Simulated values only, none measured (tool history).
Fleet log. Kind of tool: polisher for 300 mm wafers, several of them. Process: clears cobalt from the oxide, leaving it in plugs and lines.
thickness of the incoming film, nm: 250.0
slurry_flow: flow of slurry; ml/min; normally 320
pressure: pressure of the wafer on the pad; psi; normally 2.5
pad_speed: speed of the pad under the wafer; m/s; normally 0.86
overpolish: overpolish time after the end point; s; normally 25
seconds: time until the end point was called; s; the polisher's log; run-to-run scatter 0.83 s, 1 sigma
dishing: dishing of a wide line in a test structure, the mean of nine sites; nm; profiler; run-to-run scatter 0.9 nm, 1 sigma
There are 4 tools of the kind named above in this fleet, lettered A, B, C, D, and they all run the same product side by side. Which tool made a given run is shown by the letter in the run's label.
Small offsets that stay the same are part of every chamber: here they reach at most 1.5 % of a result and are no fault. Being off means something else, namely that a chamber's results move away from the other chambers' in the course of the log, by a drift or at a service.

| run | hour | slurry_flow | pressure | pad_speed | overpolish | wafers polished on this pad | hours since the slurry nozzle was cleaned | hours since the head pressure was calibrated | seconds | dishing |
|---|---|---|---|---|---|---|---|---|---|---|
| 1C | 4.4 | 320 | 2.5 | 0.86 | 25 | 264 | 31.6 | 188 | 44.934 | 57.056 |
| 2D | 9 | 320 | 2.5 | 0.86 | 25 | 406 | 363.8 | 1081.6 | 45.731 | 57.568 |
| 3B | 15.8 | 320 | 2.5 | 0.86 | 25 | 965 | 272.7 | 74.1 | 45.455 | 58.346 |
|  | 17.5 | chamber A: head pressure recalibrated |
| 4A | 20.2 | 320 | 2.5 | 0.86 | 25 | 876 | 489.4 | 2.7 | 45.288 | 58.068 |
| 5A | 26.4 | 320 | 2.5 | 0.86 | 25 | 945 | 495.6 | 8.9 | 45.814 | 57.774 |
| 6D | 32.5 | 320 | 2.5 | 0.86 | 25 | 668 | 387.3 | 1105.1 | 45.008 | 56.514 |
|  | 37.1 | chamber B: worn pad replaced by a new one |
| 7C | 39.7 | 320 | 2.5 | 0.86 | 25 | 658 | 66.9 | 223.3 | 47.352 | 58.554 |
|  | 42.7 | chamber A: worn pad replaced by a new one |
| 8B | 46.7 | 320 | 2.5 | 0.86 | 25 | 108 | 303.6 | 105 | 46.287 | 57.702 |
| 9D | 53.9 | 320 | 2.5 | 0.86 | 25 | 907 | 408.7 | 1126.5 | 45.559 | 57.092 |
| 10C | 58.4 | 320 | 2.5 | 0.86 | 25 | 867 | 85.6 | 242 | 45.289 | 57.781 |
| 11B | 62.6 | 320 | 2.9 | 0.86 | 25 | 285 | 319.5 | 120.9 | 39.24 | 59.485 |
| 12A | 67.1 | 320 | 2.9 | 0.86 | 25 | 273 | 536.3 | 49.6 | 38.402 | 61.46 |
|  | 72.7 | chamber D: worn pad replaced by a new one |
|  | 73.4 | chamber D: slurry nozzle cleaned |
| 13C | 74.9 | 320 | 2.9 | 0.86 | 25 | 1051 | 102.1 | 258.5 | 39.51 | 59.846 |
| 14A | 80.3 | 320 | 2.9 | 0.86 | 25 | 420 | 549.5 | 62.8 | 38.119 | 62.984 |
|  | 86.3 | chamber C: worn pad replaced by a new one |
| 15B | 86.4 | 320 | 2.5 | 0.86 | 25 | 551 | 343.3 | 144.7 | 44.467 | 59.146 |
| 16D | 94.1 | 320 | 2.8 | 0.86 | 37 | 239 | 20.8 | 1166.7 | 41.091 | 64.406 |
| 17B | 101.3 | 320 | 2.8 | 0.86 | 37 | 717 | 358.2 | 159.6 | 39.875 | 63.569 |
|  | 108.5 | chamber A: slurry nozzle cleaned |
| 18C | 108.7 | 320 | 2.8 | 0.86 | 37 | 249 | 135.9 | 292.3 | 40.644 | 65.021 |
| 19A | 114.4 | 320 | 2.8 | 0.86 | 37 | 800 | 5.9 | 96.9 | 40.687 | 64.49 |
| 20D | 119.3 | 320 | 2.5 | 0.86 | 25 | 520 | 46 | 1191.9 | 44.743 | 57.33 |
| 21D | 125.7 | 320 | 2.5 | 0.86 | 25 | 592 | 52.4 | 1198.3 | 44.3 | 58.363 |
| 22A | 129.3 | 320 | 2.5 | 0.86 | 25 | 967 | 20.8 | 111.8 | 45.852 | 60.159 |
| 23C | 133.7 | 320 | 2.5 | 0.86 | 25 | 528 | 160.9 | 317.3 | 45.96 | 57.572 |
|  | 141.2 | chamber B: worn pad replaced by a new one |
| 24B | 141.4 | 320 | 2.5 | 0.86 | 25 | 3 | 398.3 | 199.7 | 45.282 | 59.514 |

Predict what each chamber gives when all 4 of them run the settings below next.
| 25A | 147.2 | 320 | 2.5 | 0.86 | 25 |  |  |  | ? | ? |
| 25B | 147.2 | 320 | 2.5 | 0.86 | 25 |  |  |  | ? | ? |
| 25C | 147.2 | 320 | 2.5 | 0.86 | 25 |  |  |  | ? | ? |
| 25D | 147.2 | 320 | 2.5 | 0.86 | 25 |  |  |  | ? | ? |

| run | seconds | dishing |
|---|---|---|
| 25A | 45.612 | 59.266 |
| 25B | 46.274 | 58.005 |
| 25C | 46.051 | 58.722 |
| 25D | 44.337 | 58.194 |
